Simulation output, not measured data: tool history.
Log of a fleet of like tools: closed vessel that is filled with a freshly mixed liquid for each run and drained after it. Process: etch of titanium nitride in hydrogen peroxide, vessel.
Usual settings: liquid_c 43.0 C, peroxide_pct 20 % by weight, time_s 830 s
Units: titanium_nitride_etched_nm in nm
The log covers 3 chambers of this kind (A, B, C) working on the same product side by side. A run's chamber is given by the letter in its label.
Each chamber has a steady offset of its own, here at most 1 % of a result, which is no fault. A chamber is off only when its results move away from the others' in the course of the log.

run   hour  liquid_c  peroxide_pct  time_s  read-back film thickness of the titanium nitride reference wafer, read on the same gauge (nm)  titanium_nitride_etched_nm
 1B    6.2      43.0            20     830                                                                                         130.00                      12.958
 2C   11.4      43.0            20     830                                                                                         130.02                      12.870
 3A   16.5      43.0            20     830                                                                                         130.03                      12.746
 4A   23.3      43.0            20     830                                                                                         130.00                      12.720
 5C   31.6      43.0            20     830                                                                                         130.02                      12.893
 6B   36.6      43.0            20     830                                                                                         130.01                      12.984
 7B   41.4      43.0            20     830                                                                                         130.00                      12.837
 8C   48.6      43.0            20     830                                                                                         130.01                      12.948
 9A   53.4      51.0            20     830                                                                                         130.01                      23.306
10B   58.7      51.0            20     830                                                                                         130.02                      23.220
11A   65.7      51.0            20     830                                                                                         130.01                      23.147
12C   74.1      43.0            20     830                                                                                         129.97                      12.898
13A   78.6      46.5            20     830                                                                                         129.99                      16.575
14B   83.2      46.5            20     830                                                                                         130.02                      16.787
15C   90.4      46.5            20     830                                                                                         130.00                      16.695
16C   95.9      43.0            20     830                                                                                         129.98                      12.906
17A  102.8      43.0            20     830                                                                                         130.00                      12.489
18B  106.8      43.0            20     830                                                                                         130.02                      12.964
19C  114.7      43.0            20     830                                                                                         129.99                      12.904
20B  122.5      43.0            20     830                                                                                         129.98                      12.995
21A  129.0      43.0            20     830                                                                                         130.00                      12.476

All 3 chambers run these settings next. Forecast each chamber's results:
22A  135.4      48.0            20     830                                                                                                                          ?
22B  135.4      48.0            20     830                                                                                                                          ?
22C  135.4      48.0            20     830                                                                                                                          ?

run  titanium_nitride_etched_nm
22A                      18.289
22B                      18.649
22C                      18.727

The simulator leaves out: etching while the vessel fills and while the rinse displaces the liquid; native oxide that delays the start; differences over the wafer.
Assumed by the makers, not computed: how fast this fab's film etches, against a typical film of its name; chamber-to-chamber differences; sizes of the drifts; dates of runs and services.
